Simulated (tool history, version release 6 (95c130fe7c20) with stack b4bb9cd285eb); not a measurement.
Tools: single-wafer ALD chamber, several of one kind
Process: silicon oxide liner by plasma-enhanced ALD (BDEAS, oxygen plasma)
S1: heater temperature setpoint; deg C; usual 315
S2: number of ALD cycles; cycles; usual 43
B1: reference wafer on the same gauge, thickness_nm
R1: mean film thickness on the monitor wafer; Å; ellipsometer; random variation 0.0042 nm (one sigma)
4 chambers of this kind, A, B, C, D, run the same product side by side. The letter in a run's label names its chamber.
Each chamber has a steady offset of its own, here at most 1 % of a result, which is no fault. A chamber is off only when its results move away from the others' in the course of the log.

| run | day | S1 | S2 | B1 | R1 |
|---|---|---|---|---|---|
| 1C | 0.308 | 315 | 43 | 3.7505 | 39.522 |
| 2A | 0.683 | 315 | 43 | 3.7511 | 38.919 |
| 3D | 0.862 | 315 | 43 | 3.7511 | 39.439 |
| 4B | 1.092 | 315 | 43 | 3.7514 | 39.034 |
| 5D | 1.367 | 315 | 43 | 3.7528 | 39.387 |
| 6B | 1.629 | 315 | 43 | 3.7534 | 39.06 |
| 7C | 1.829 | 315 | 43 | 3.7527 | 39.527 |
| 8A | 2.129 | 315 | 43 | 3.7538 | 39.012 |
| 9B | 2.392 | 315 | 43 | 3.7538 | 39.098 |
| 10C | 2.583 | 315 | 37 | 3.754 | 34.005 |
| 11A | 2.904 | 315 | 37 | 3.7542 | 33.623 |
| 12D | 3.129 | 315 | 37 | 3.7567 | 34.02 |
| 13C | 3.338 | 315 | 37 | 3.7566 | 34.038 |
| 14D | 3.617 | 301 | 43 | 3.7561 | 40.307 |
| 15B | 3.883 | 301 | 43 | 3.7566 | 39.827 |
| 16A | 4.133 | 301 | 43 | 3.7568 | 39.84 |
| 17D | 4.358 | 301 | 43 | 3.7576 | 40.363 |
| 18B | 4.575 | 315 | 43 | 3.7575 | 39.128 |
| 19A | 4.825 | 315 | 43 | 3.7577 | 39.061 |
| 20C | 5.192 | 303 | 49 | 3.7586 | 45.919 |
| 21A | 5.483 | 303 | 49 | 3.7585 | 45.209 |
| 22B | 5.825 | 303 | 49 | 3.7594 | 45.413 |
| 23C | 6.029 | 303 | 49 | 3.7595 | 45.98 |
| 24D | 6.346 | 315 | 43 | 3.761 | 39.587 |
| 25B | 6.55 | 315 | 43 | 3.7603 | 39.148 |
| 26D | 6.812 | 315 | 43 | 3.7616 | 39.561 |
| 27C | 7.129 | 315 | 43 | 3.7614 | 39.627 |
| 28A | 7.454 | 315 | 43 | 3.7622 | 39.05 |
| 29B | 7.733 | 315 | 43 | 3.7627 | 39.143 |
| 30A | 7.971 | 315 | 43 | 3.7625 | 39.134 |
| 31C | 8.338 | 308 | 38 | 3.7625 | 35.362 |
| 32D | 8.662 | 308 | 38 | 3.7638 | 35.391 |
| 33B | 9.017 | 308 | 38 | 3.7642 | 34.945 |
| 34C | 9.288 | 308 | 38 | 3.7654 | 35.414 |
| 35D | 9.462 | 315 | 43 | 3.7656 | 39.661 |
| 36A | 9.771 | 315 | 43 | 3.7649 | 39.073 |
| 37A | 10.129 | 315 | 43 | 3.7651 | 39.051 |

What goes on in this fleet: one chamber off, a drifting gauge, or nothing beyond the chambers' own small offsets? Name the chamber and the cause, if any.

The gauge drifts, so all chambers seem to drift together. No chamber is off.
Cause: gauge reads high (%) = 0.445.
